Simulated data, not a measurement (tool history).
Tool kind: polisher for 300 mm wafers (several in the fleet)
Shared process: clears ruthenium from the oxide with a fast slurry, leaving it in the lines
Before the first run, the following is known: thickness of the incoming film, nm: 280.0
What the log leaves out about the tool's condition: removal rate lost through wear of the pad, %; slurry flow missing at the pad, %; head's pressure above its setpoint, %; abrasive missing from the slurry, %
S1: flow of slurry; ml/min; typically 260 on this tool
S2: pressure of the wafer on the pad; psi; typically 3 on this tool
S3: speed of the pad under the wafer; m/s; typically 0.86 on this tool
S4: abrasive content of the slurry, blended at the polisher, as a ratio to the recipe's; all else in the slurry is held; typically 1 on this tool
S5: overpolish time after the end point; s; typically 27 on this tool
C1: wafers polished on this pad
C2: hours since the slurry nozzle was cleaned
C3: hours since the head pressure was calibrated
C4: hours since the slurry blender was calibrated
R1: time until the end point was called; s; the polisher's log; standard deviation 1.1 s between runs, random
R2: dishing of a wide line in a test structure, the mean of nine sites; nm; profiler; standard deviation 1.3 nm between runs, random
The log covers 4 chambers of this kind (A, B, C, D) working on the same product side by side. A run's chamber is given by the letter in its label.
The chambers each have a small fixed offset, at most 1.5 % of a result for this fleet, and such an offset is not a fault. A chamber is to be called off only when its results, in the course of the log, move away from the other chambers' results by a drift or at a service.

| run | day | S1 | S2 | S3 | S4 | S5 | C1 | C2 | C3 | C4 | R1 | R2 |
|---|---|---|---|---|---|---|---|---|---|---|---|---|
| 1C | 0.192 | 260 | 3 | 0.86 | 1 | 27 | 612 | 418.2 | 90.6 | 146.5 | 81.407 | 71.537 |
| 2B | 0.333 | 260 | 3 | 0.86 | 1 | 27 | 638 | 227.9 | 553.4 | 169.3 | 80.294 | 73.504 |
|  | 0.421 | chamber B: head pressure recalibrated |
| 3D | 0.525 | 260 | 3 | 0.86 | 1 | 27 | 227 | 622.9 | 849.3 | 250.4 | 80.794 | 69.25 |
|  | 0.6 | chamber C: slurry nozzle cleaned |
| 4A | 0.696 | 260 | 3 | 0.86 | 1 | 27 | 1133 | 217.7 | 288.5 | 149.7 | 81.28 | 71.214 |
| 5C | 0.821 | 260 | 3 | 0.86 | 1 | 27 | 767 | 5.3 | 105.7 | 161.6 | 80.338 | 70.888 |
|  | 1 | chamber C: slurry blender recalibrated |
| 6D | 1.012 | 260 | 3 | 0.86 | 1 | 27 | 346 | 634.6 | 861 | 262.1 | 79.734 | 70.049 |
| 7A | 1.212 | 260 | 3 | 0.86 | 1 | 27 | 1259 | 230.1 | 300.9 | 162.1 | 82.933 | 71.057 |
| 8B | 1.4 | 260 | 2.5 | 0.86 | 1.25 | 27 | 900 | 253.5 | 23.5 | 194.9 | 87.25 | 65.044 |
| 9C | 1.546 | 260 | 2.5 | 0.86 | 1.25 | 27 | 944 | 22.7 | 123.1 | 13.1 | 89.839 | 64.434 |
|  | 1.583 | chamber A: worn pad replaced by a new one |
| 10B | 1.712 | 260 | 2.5 | 0.86 | 1.25 | 27 | 976 | 261 | 31 | 202.4 | 87.75 | 63.468 |
| 11A | 1.879 | 260 | 2.5 | 0.86 | 1.25 | 27 | 73 | 246.1 | 316.9 | 178.1 | 88.832 | 63.481 |
| 12D | 2 | 260 | 3 | 0.58 | 1 | 27 | 588 | 658.3 | 884.7 | 285.8 | 117 | 48.117 |
| 13B | 2.096 | 260 | 3 | 0.58 | 1 | 27 | 1070 | 270.2 | 40.2 | 211.6 | 118.13 | 49.653 |
| 14D | 2.229 | 260 | 3 | 0.58 | 1 | 27 | 644 | 663.8 | 890.2 | 291.3 | 118.07 | 51.944 |
| 15C | 2.354 | 260 | 3 | 0.58 | 1 | 27 | 1142 | 42.1 | 142.5 | 32.5 | 121.22 | 51.433 |
|  | 2.392 | chamber C: worn pad replaced by a new one |
| 16A | 2.546 | 260 | 3 | 0.86 | 1 | 27 | 236 | 262.1 | 332.9 | 194.1 | 79.803 | 70.751 |
|  | 2.65 | chamber A: slurry nozzle cleaned |
|  | 2.721 | chamber A: slurry blender recalibrated |
|  | 2.75 | chamber B: worn pad replaced by a new one |
| 17D | 2.75 | 260 | 3 | 1.02 | 1 | 42 | 772 | 676.3 | 902.7 | 303.8 | 67.684 | 108.17 |
| 18C | 2.883 | 260 | 3 | 1.02 | 1 | 42 | 120 | 54.8 | 155.2 | 45.2 | 67.381 | 107.96 |
| 19A | 3.062 | 260 | 3 | 1.02 | 1 | 42 | 363 | 10 | 345.3 | 8.2 | 67.119 | 112.5 |
| 20B | 3.246 | 260 | 3 | 1.02 | 1 | 42 | 121 | 297.8 | 67.8 | 239.2 | 68.608 | 113.92 |
|  | 3.383 | chamber D: worn pad replaced by a new one |
| 21C | 3.383 | 260 | 3 | 0.86 | 1 | 27 | 243 | 66.8 | 167.2 | 57.2 | 77.849 | 72.438 |
| 22B | 3.504 | 260 | 3 | 0.86 | 1 | 27 | 185 | 304 | 74 | 245.4 | 79.347 | 69.989 |
| 23D | 3.617 | 260 | 3 | 0.86 | 1 | 41 | 58 | 697.1 | 923.5 | 324.6 | 80.48 | 95.494 |
| 24A | 3.825 | 260 | 3 | 0.86 | 1 | 41 | 550 | 28.3 | 363.6 | 26.5 | 80.824 | 95.477 |
|  | 3.9 | chamber B: slurry blender recalibrated |
| 25A | 3.938 | 260 | 3 | 0.86 | 1 | 41 | 577 | 31 | 366.3 | 29.2 | 81.125 | 94.226 |
| 26B | 4.104 | 260 | 3 | 0.86 | 1 | 41 | 332 | 318.4 | 88.4 | 4.9 | 79.057 | 97.248 |
| 27C | 4.288 | 260 | 3 | 0.86 | 1 | 27 | 464 | 88.5 | 188.9 | 78.9 | 81.405 | 70.362 |
| 28D | 4.442 | 260 | 3 | 0.86 | 1 | 27 | 260 | 716.9 | 943.3 | 344.4 | 79.249 | 69.308 |
| 29A | 4.6 | 260 | 3 | 0.86 | 1 | 27 | 740 | 46.9 | 382.2 | 45.1 | 80.485 | 70.53 |

What goes on in this fleet: one chamber off, a drifting gauge, or nothing beyond the chambers' own small offsets? Name the chamber and the cause, if any.

No chamber is off and the gauge is stable; the differences are just each chamber's small, constant offset.

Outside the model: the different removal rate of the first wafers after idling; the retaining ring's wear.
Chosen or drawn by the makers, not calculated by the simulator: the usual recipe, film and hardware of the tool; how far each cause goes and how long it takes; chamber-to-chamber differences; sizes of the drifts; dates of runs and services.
